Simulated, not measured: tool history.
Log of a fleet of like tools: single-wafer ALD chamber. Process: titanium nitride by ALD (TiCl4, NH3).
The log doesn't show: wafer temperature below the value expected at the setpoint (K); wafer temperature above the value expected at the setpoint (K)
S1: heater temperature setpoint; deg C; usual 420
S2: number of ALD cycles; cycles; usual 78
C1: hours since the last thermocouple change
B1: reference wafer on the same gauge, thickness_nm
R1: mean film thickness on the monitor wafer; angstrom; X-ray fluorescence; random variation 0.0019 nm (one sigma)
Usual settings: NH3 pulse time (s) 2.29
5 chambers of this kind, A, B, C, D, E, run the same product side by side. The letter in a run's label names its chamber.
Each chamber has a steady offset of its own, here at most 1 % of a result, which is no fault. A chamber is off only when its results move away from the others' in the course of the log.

Run 1A, hour 3.7: usual settings; C1 475.6; B1 1.5900. Result: R1 17.281 angstrom.
Run 2C, hour 7.8: usual settings; C1 705.0; B1 1.5906. Result: R1 17.240 angstrom.
Run 3E, hour 10.5: usual settings; C1 1566.5; B1 1.5906. Result: R1 17.371 angstrom.
Run 4B, hour 12.9: usual settings; C1 1267.4; B1 1.5903. Result: R1 17.448 angstrom.
Run 5D, hour 15.5: usual settings; C1 618.8; B1 1.5909. Result: R1 17.339 angstrom.
Run 6D, hour 17.8: usual settings but S1 412 deg C, NH3 pulse time (s) 2.92; C1 621.1; B1 1.5910. Result: R1 17.455 angstrom.
Run 7E, hour 20.1: usual settings but S1 412 deg C, NH3 pulse time (s) 2.92; C1 1576.1; B1 1.5910. Result: R1 17.474 angstrom.
Run 8A, hour 22.2: usual settings but S1 412 deg C, NH3 pulse time (s) 2.92; C1 494.1; B1 1.5915. Result: R1 17.398 angstrom.
Run 9C, hour 25.5: usual settings but S1 412 deg C, NH3 pulse time (s) 2.92; C1 722.7; B1 1.5918. Result: R1 17.342 angstrom.
Run 10B, hour 28.9: usual settings but S1 412 deg C, NH3 pulse time (s) 2.92; C1 1283.4; B1 1.5918. Result: R1 17.485 angstrom.
Run 11B, hour 31.1: usual settings but S2 70 cycles; C1 1285.6; B1 1.5915. Result: R1 15.668 angstrom.
Run 12D, hour 34.6: usual settings but S2 70 cycles; C1 637.9; B1 1.5921. Result: R1 15.559 angstrom.
Run 13A, hour 37.6: usual settings but S2 70 cycles; C1 509.5; B1 1.5924. Result: R1 15.554 angstrom.
Run 14C, hour 41.4: usual settings but S2 70 cycles; C1 738.6; B1 1.5923. Result: R1 15.514 angstrom.
Run 15E, hour 46.0: usual settings but S2 70 cycles; C1 1602.0; B1 1.5929. Result: R1 15.586 angstrom.
Run 16C, hour 48.6: usual settings; C1 745.8; B1 1.5925. Result: R1 17.251 angstrom.
Run 17B, hour 52.4: usual settings but NH3 pulse time (s) 2.59; C1 1306.9; B1 1.5929. Result: R1 17.521 angstrom.
Run 18D, hour 56.2: usual settings but NH3 pulse time (s) 2.59; C1 659.5; B1 1.5936. Result: R1 17.412 angstrom.
Run 19A, hour 58.3: usual settings but NH3 pulse time (s) 2.59; C1 530.2; B1 1.5930. Result: R1 17.386 angstrom.
Run 20E, hour 62.8: usual settings but NH3 pulse time (s) 2.59; C1 1618.8; B1 1.5937. Result: R1 17.450 angstrom.
Run 21D, hour 65.1: usual settings but NH3 pulse time (s) 2.59; C1 668.4; B1 1.5935. Result: R1 17.434 angstrom.
Run 22C, hour 69.6: usual settings; C1 766.8; B1 1.5943. Result: R1 17.274 angstrom.
Run 23A, hour 73.8: usual settings; C1 545.7; B1 1.5948. Result: R1 17.337 angstrom.
Run 24E, hour 76.4: usual settings; C1 1632.4; B1 1.5938. Result: R1 17.404 angstrom.
Run 25B, hour 80.6: usual settings; C1 1335.1; B1 1.5944. Result: R1 17.485 angstrom.
Run 26E, hour 83.9: usual settings; C1 1639.9; B1 1.5948. Result: R1 17.426 angstrom.
Run 27A, hour 87.7: usual settings; C1 559.6; B1 1.5954. Result: R1 17.357 angstrom.
Run 28C, hour 91.6: usual settings; C1 788.8; B1 1.5951. Result: R1 17.306 angstrom.
Run 29D, hour 95.6: usual settings; C1 698.9; B1 1.5959. Result: R1 17.400 angstrom.
Run 30B, hour 99.7: usual settings; C1 1354.2; B1 1.5961. Result: R1 17.491 angstrom.
Run 31B, hour 104.4: usual settings; C1 1358.9; B1 1.5958. Result: R1 17.495 angstrom.
Run 32C, hour 108.3: usual settings; C1 805.5; B1 1.5960. Result: R1 17.291 angstrom.
Run 33A, hour 111.7: usual settings; C1 583.6; B1 1.5960. Result: R1 17.359 angstrom.
Run 34D, hour 115.7: usual settings; C1 719.0; B1 1.5970. Result: R1 17.431 angstrom.

What goes on in this fleet: one chamber off, a drifting gauge, or nothing beyond the chambers' own small offsets? Name the chamber and the cause, if any.

The gauge drifts, so all chambers seem to drift together. No chamber is off.
Cause: gauge reads high (%) = 0.44.
